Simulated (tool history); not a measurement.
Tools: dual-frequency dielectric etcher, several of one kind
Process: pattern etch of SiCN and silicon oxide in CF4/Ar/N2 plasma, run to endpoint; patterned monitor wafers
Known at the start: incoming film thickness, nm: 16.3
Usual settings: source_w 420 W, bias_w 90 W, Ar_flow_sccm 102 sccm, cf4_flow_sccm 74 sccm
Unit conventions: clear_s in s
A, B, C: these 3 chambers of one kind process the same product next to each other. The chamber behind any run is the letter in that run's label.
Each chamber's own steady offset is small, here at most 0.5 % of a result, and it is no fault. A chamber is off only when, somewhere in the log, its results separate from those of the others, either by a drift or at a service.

| run | hour | source_w | bias_w | Ar_flow_sccm | cf4_flow_sccm | clear_s |
|---|---|---|---|---|---|---|
| 1C | 5.1 | 420 | 90 | 102 | 74 | 18.387 |
| 2B | 11.1 | 420 | 90 | 102 | 74 | 18.871 |
| 3A | 15.4 | 420 | 90 | 102 | 74 | 18.627 |
| 4C | 20 | 420 | 90 | 102 | 74 | 18.748 |
| 5A | 24.8 | 420 | 90 | 102 | 74 | 18.611 |
| 6B | 31 | 420 | 90 | 102 | 74 | 18.954 |
| 7C | 35.6 | 420 | 90 | 102 | 74 | 18.656 |
| 8A | 39.8 | 420 | 90 | 102 | 74 | 18.755 |
| 9B | 46.5 | 420 | 90 | 102 | 74 | 18.731 |
| 10A | 51.5 | 420 | 90 | 102 | 74 | 18.398 |
| 11C | 55.7 | 420 | 90 | 102 | 74 | 18.623 |
| 12B | 60.8 | 370 | 90 | 102 | 88 | 20.808 |
| 13B | 66.2 | 370 | 90 | 102 | 88 | 21.074 |
| 14A | 71.2 | 370 | 90 | 102 | 88 | 20.467 |
| 15C | 75.7 | 420 | 90 | 102 | 74 | 18.785 |
| 16A | 82.4 | 420 | 90 | 102 | 74 | 18.547 |
| 17C | 88.1 | 420 | 90 | 102 | 74 | 18.546 |
| 18B | 91.3 | 420 | 90 | 102 | 74 | 19.377 |
| 19C | 97.1 | 420 | 90 | 102 | 74 | 18.712 |
| 20B | 104 | 420 | 106 | 102 | 74 | 18.307 |
| 21A | 109.2 | 420 | 106 | 102 | 74 | 17.507 |
| 22B | 114.9 | 420 | 106 | 102 | 74 | 18.264 |

Predict what each chamber gives when all 3 of them run the settings below next.
| 23A | 119.8 | 420 | 90 | 102 | 74 | ? |
| 23B | 119.8 | 420 | 90 | 102 | 74 | ? |
| 23C | 119.8 | 420 | 90 | 102 | 74 | ? |

| run | clear_s |
|---|---|
| 23A | 18.725 |
| 23B | 19.469 |
| 23C | 18.472 |

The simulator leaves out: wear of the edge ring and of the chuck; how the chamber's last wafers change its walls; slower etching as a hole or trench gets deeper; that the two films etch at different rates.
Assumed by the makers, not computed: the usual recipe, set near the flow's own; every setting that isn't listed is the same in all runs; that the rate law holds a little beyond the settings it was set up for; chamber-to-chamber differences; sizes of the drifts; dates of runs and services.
